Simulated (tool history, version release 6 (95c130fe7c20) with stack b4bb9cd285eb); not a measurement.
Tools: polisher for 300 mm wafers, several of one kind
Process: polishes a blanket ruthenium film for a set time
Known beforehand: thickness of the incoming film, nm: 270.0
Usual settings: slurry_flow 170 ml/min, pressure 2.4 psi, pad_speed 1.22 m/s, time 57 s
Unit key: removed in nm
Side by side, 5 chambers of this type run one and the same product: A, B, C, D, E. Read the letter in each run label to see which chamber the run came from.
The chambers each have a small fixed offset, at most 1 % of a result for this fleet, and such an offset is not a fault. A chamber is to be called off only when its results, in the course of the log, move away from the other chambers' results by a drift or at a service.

run,hour,slurry_flow,pressure,pad_speed,time,removed
1E,9.3,170,2.4,1.22,57,90.870
2A,16.7,170,2.4,1.22,57,90.554
# hour 21.5: chamber A: worn pad replaced by a new one
3C,29.1,170,2.4,1.22,57,93.040
# hour 32.1: chamber D: worn pad replaced by a new one
4D,42.4,170,2.4,1.22,57,92.817
# hour 47.5: chamber C: worn pad replaced by a new one
5B,52.5,170,2.4,1.22,57,92.290
# hour 63.3: chamber E: worn pad replaced by a new one
6E,66.2,170,2.4,1.22,57,93.624
7A,78.5,170,2.4,1.22,57,92.715
8B,92.7,170,2.4,1.22,57,93.120
# hour 96.8: chamber C: slurry nozzle cleaned
# hour 100.5: chamber D: slurry nozzle cleaned
9D,101.4,170,2.4,1.22,57,91.813
10C,114.0,170,2.4,1.22,57,93.326
# hour 119.9: chamber A: worn pad replaced by a new one
11D,121.2,170,1.8,1.22,66,81.472
12A,130.2,170,1.8,1.22,66,79.562
# hour 134.6: chamber E: slurry nozzle cleaned
# hour 135.4: chamber D: worn pad replaced by a new one
13B,139.3,170,1.8,1.22,66,80.416
# hour 143.0: chamber C: head pressure recalibrated
# hour 143.9: chamber C: worn pad replaced by a new one
# hour 149.8: chamber E: worn pad replaced by a new one
14E,154.1,170,1.8,1.22,66,81.895
15C,161.6,170,1.8,1.22,66,79.927
16A,168.9,170,2.4,1.22,57,89.608
17E,178.0,170,2.4,1.22,57,91.555
18B,187.6,170,2.4,1.22,57,90.987
19C,200.5,170,2.4,1.22,57,90.410
# hour 207.4: chamber B: head pressure recalibrated
20D,208.9,170,2.4,1.22,57,92.721
21D,218.4,170,2.4,1.22,57,92.350
# hour 222.7: chamber A: worn pad replaced by a new one
22C,226.2,170,2.4,1.22,57,93.069
# hour 233.0: chamber C: worn pad replaced by a new one
23E,240.3,170,2.4,1.22,57,94.046
# hour 242.0: chamber D: worn pad replaced by a new one
# hour 244.0: chamber E: worn pad replaced by a new one
24A,247.8,170,2.4,1.22,57,92.663
25B,255.7,170,2.8,1.40,57,120.730
26D,271.9,170,2.8,1.40,57,123.970
27B,286.1,170,2.8,1.40,57,121.000
28A,300.5,170,2.8,1.40,57,121.820
29C,309.3,170,2.8,1.40,57,122.080
30E,319.7,170,2.4,1.22,57,93.143
# hour 323.1: chamber C: worn pad replaced by a new one
# hour 333.6: chamber D: worn pad replaced by a new one
31E,333.7,170,2.4,1.22,57,93.017
# hour 334.7: chamber A: slurry nozzle cleaned
# hour 337.2: chamber A: worn pad replaced by a new one
32A,345.6,170,2.4,1.22,57,92.864
# hour 358.5: chamber E: worn pad replaced by a new one
33B,359.3,170,2.4,1.22,57,86.278
# hour 367.4: chamber E: slurry nozzle cleaned
34D,371.0,170,2.4,1.22,57,92.371
35C,386.2,170,2.4,1.22,57,92.801
36D,400.5,170,2.4,1.22,57,93.650
37B,413.7,170,2.4,1.22,57,83.105
# hour 418.9: chamber E: head pressure recalibrated
38C,427.7,170,2.4,1.22,57,91.849
# hour 434.8: chamber C: worn pad replaced by a new one
39E,438.1,170,2.4,1.22,57,94.271
# hour 438.5: chamber D: worn pad replaced by a new one
# hour 446.1: chamber A: worn pad replaced by a new one
40A,448.5,170,2.4,1.22,57,92.385
41B,464.5,170,2.4,1.22,57,84.140
# hour 472.0: chamber E: worn pad replaced by a new one
42E,475.4,170,2.4,1.22,57,93.492
# hour 476.9: chamber D: slurry nozzle cleaned
43D,485.9,170,2.4,1.22,57,92.262
44C,498.9,170,2.4,1.22,57,92.596

Is one chamber out of step, is the gauge drifting, or do the chambers differ by no more than their own small offsets? For an off chamber, give its letter and the likeliest cause.

Little by little, chamber B moves away from the other chambers.
What lies behind it: removal rate lost through wear of the pad, % = 11.5.
The log may not tell that from: slurry flow missing at the pad, %.

Chamber B could run next with any of the 4 candidate recipes listed below; each alters the usual settings, and their results appear as question marks. Which one brings its results back in line with what the other chambers deliver on the usual settings?
Counts as in line when no further than this from what the other chambers average on the usual settings: removed 3.600 nm
45B-1,510.6,170,2.5,1.26,59,?
45B-2,510.6,170,2.4,1.08,57,?
45B-3,510.6,170,2.4,1.22,55,?
45B-4,510.6,210,2.4,1.22,57,?

Other chambers, usual settings, mean: removed 92.209 nm
run,removed
45B-1,92.556
45B-2,73.713
45B-3,80.190
45B-4,85.633
With 45B-1, the chamber falls back in line with the rest.
